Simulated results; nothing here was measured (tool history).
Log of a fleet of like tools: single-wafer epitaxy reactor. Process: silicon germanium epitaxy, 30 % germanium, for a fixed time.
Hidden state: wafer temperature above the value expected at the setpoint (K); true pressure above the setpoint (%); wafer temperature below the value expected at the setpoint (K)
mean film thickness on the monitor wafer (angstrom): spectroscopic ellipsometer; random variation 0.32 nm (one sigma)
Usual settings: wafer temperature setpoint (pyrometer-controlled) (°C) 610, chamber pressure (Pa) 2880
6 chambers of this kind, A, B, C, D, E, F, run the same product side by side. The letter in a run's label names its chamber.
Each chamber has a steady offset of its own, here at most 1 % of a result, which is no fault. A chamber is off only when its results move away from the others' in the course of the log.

run,day,wafer temperature setpoint (pyrometer-controlled) (°C),chamber pressure (Pa),hours since the last pyrometer calibration,hours since the last manometer calibration,"read-back reference wafer on the same gauge, thickness_nm",mean film thickness on the monitor wafer (angstrom)
1C,0.433,610,2880,1895.8,767.5,66.803,725.59
2B,0.992,610,2880,826,688.7,66.824,729.35
3D,1.5,610,2880,791.9,1477.3,66.812,738.33
4A,1.908,610,2880,353.1,1257.2,66.878,733.62
5E,2.475,610,2880,609.4,94.4,66.808,731.12
6F,2.892,610,2880,766.4,666.5,66.838,735.88
7F,3.312,610,2880,776.5,676.6,66.771,733.65
8D,3.858,616,2880,848.5,1533.9,66.834,812.78
9C,4.171,616,2880,1985.5,857.2,66.805,812.94
10A,4.508,616,2880,415.5,1319.6,66.822,818.85
11B,5.008,616,2880,922.4,785.1,66.762,810.81
12E,5.412,616,2880,679.9,164.9,66.775,810.67
13E,5.721,616,2880,687.3,172.3,66.896,804.93
14F,6.162,610,2880,844.9,745,66.833,734.41
15B,6.721,610,2880,963.5,826.2,66.805,724.76
16C,7.096,616,3413,2055.7,927.4,66.827,871.11
17D,7.558,616,3413,937.3,1622.7,66.792,870.52
18A,7.996,616,3413,499.2,1403.3,66.828,881.66
19B,8.454,616,3413,1005.1,867.8,66.834,870.67
# day 8.575: chamber A: capacitance manometer re-zeroed and calibrated
20D,8.779,616,3413,966.6,1652,66.731,869.86
21F,9.033,616,3413,913.8,813.9,66.772,879.67
22E,9.517,610,2880,778.4,263.4,66.816,713.72
23A,9.908,620,3533,545.1,32.1,66.843,958.65
24C,10.412,620,3533,2135.3,1007,66.737,945.29
25B,10.833,620,3533,1062.2,924.9,66.764,943.78
26C,11.346,620,3533,2157.7,1029.4,66.78,942.61
27D,11.779,620,3533,1038.6,1724,66.834,945
28F,12.104,620,3533,987.5,887.6,66.768,951.43
# day 12.221: chamber D: capacitance manometer re-zeroed and calibrated
29A,12.6,610,2880,609.7,96.7,66.817,732.01
30E,12.992,610,2880,861.8,346.8,66.879,710.13
31D,13.546,610,2880,1081,31.8,66.843,731.23
32A,13.854,610,2880,639.8,126.8,66.724,731.16
33B,14.196,610,2880,1142.9,1005.6,66.766,726.15
34C,14.642,610,2880,2236.8,1108.5,66.743,731.4
35E,15.154,610,2880,913.7,398.7,66.788,706.48
36F,15.7,610,2880,1073.8,973.9,66.87,733.91
37C,16.033,610,2880,2270.2,1141.9,66.732,728.59
38F,16.596,610,2880,1095.3,995.4,66.741,738.14
39B,17.092,610,2880,1212.4,1075.1,66.834,724.55
40E,17.45,610,2880,968.8,453.8,66.791,692.55

What goes on in this fleet: one chamber off, a drifting gauge, or nothing beyond the chambers' own small offsets? Name the chamber and the cause, if any.

Chamber E drifts away from the others.
Cause: wafer temperature below the value expected at the setpoint (K) = 2.76.

Here are 4 candidates for chamber E's next run, each the usual settings with a change, their results left as question marks. Which one brings its results back in line with what the others give on the usual settings?
In line means no further than this from the other chambers' mean on the usual settings: mean film thickness on the monitor wafer (angstrom) 11
41E-1,17.858,609,2866,,,,?
41E-2,17.858,610,2546,,,,?
41E-3,17.858,613,2880,,,,?
41E-4,17.858,611,2893,,,,?

The other chambers' mean on the usual settings: mean film thickness on the monitor wafer (angstrom) 732.12
run,mean film thickness on the monitor wafer (angstrom)
41E-1,683.69
41E-2,663.36
41E-3,735.1
41E-4,710.97
41E-3 brings the chamber back in line.

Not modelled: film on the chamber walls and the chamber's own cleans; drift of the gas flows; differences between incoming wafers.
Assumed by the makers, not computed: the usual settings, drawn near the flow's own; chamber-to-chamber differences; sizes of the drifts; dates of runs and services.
